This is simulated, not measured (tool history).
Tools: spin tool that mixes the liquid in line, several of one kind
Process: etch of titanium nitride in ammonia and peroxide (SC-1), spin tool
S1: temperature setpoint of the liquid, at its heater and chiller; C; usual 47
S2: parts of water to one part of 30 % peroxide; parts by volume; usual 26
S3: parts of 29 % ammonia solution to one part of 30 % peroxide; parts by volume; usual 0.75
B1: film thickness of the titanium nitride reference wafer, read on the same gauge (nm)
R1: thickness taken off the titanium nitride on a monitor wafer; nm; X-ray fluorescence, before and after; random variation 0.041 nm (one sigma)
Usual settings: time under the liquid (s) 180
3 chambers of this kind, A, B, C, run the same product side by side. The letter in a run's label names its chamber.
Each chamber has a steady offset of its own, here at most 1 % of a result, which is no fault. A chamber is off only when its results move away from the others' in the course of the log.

run 1B hour=9.3 | S1=47 S2=26 S3=0.75 time_under_the_liquid_(s)=180 | B1=30.018 | R1=4.4121
run 2C hour=16.3 | S1=47 S2=26 S3=0.75 time_under_the_liquid_(s)=180 | B1=29.973 | R1=4.4356
run 3A hour=23 | S1=47 S2=26 S3=0.75 time_under_the_liquid_(s)=180 | B1=30.032 | R1=4.3824
run 4A hour=33 | S1=47 S2=26 S3=0.75 time_under_the_liquid_(s)=180 | B1=30.037 | R1=4.4995
run 5B hour=42.6 | S1=47 S2=26 S3=0.75 time_under_the_liquid_(s)=180 | B1=30.022 | R1=4.3685
run 6C hour=49.7 | S1=47 S2=26 S3=0.75 time_under_the_liquid_(s)=180 | B1=29.973 | R1=4.3297
run 7C hour=58.4 | S1=47 S2=26 S3=0.75 time_under_the_liquid_(s)=180 | B1=30.018 | R1=4.3476
run 8A hour=68.4 | S1=47 S2=26 S3=0.75 time_under_the_liquid_(s)=180 | B1=29.994 | R1=4.3514
run 9B hour=78.8 | S1=47 S2=26 S3=0.75 time_under_the_liquid_(s)=180 | B1=30.014 | R1=4.3821
run 10C hour=91.2 | S1=47 S2=26 S3=0.75 time_under_the_liquid_(s)=180 | B1=29.976 | R1=4.5282
run 11B hour=101.8 | S1=47 S2=26 S3=0.75 time_under_the_liquid_(s)=180 | B1=29.993 | R1=4.4285
run 12A hour=115.2 | S1=47 S2=26 S3=0.75 time_under_the_liquid_(s)=180 | B1=29.993 | R1=4.3679
run 13B hour=124.9 | S1=47 S2=26 S3=0.75 time_under_the_liquid_(s)=180 | B1=29.978 | R1=4.4555
run 14C hour=137.3 | S1=44 S2=26 S3=0.75 time_under_the_liquid_(s)=180 | B1=29.962 | R1=3.5593
run 15A hour=144 | S1=44 S2=26 S3=0.75 time_under_the_liquid_(s)=180 | B1=29.982 | R1=3.4321
run 16A hour=153.4 | S1=44 S2=26 S3=0.75 time_under_the_liquid_(s)=180 | B1=30.005 | R1=3.3951
run 17B hour=164.5 | S1=47 S2=26 S3=0.75 time_under_the_liquid_(s)=180 | B1=30.031 | R1=4.3799
run 18C hour=173.7 | S1=47 S2=26 S3=0.75 time_under_the_liquid_(s)=180 | B1=30.02 | R1=4.4208
run 19A hour=180.9 | S1=47 S2=26 S3=0.75 time_under_the_liquid_(s)=180 | B1=29.999 | R1=4.2366
run 20C hour=192.1 | S1=47 S2=26 S3=0.75 time_under_the_liquid_(s)=180 | B1=29.986 | R1=4.4666
-- hour=201.8 chamber B: ammonia flow meter replaced
run 21B hour=203.2 | S1=47 S2=26 S3=0.75 time_under_the_liquid_(s)=180 | B1=30.017 | R1=4.407
run 22C hour=209.7 | S1=47 S2=26 S3=0.6 time_under_the_liquid_(s)=180 | B1=29.976 | R1=4.1793
run 23A hour=216.8 | S1=47 S2=26 S3=0.6 time_under_the_liquid_(s)=180 | B1=30.045 | R1=3.8952
run 24B hour=225.9 | S1=47 S2=26 S3=0.6 time_under_the_liquid_(s)=180 | B1=30.012 | R1=4.1643

All 3 chambers run these settings next. Forecast each chamber's results:
run 25A hour=235.5 | S1=50 S2=26 S3=0.75 time_under_the_liquid_(s)=180 | R1=?
run 25B hour=235.5 | S1=50 S2=26 S3=0.75 time_under_the_liquid_(s)=180 | R1=?
run 25C hour=235.5 | S1=50 S2=26 S3=0.75 time_under_the_liquid_(s)=180 | R1=?

run=25A R1=5.0247
run=25B R1=5.3944
run=25C R1=5.5236
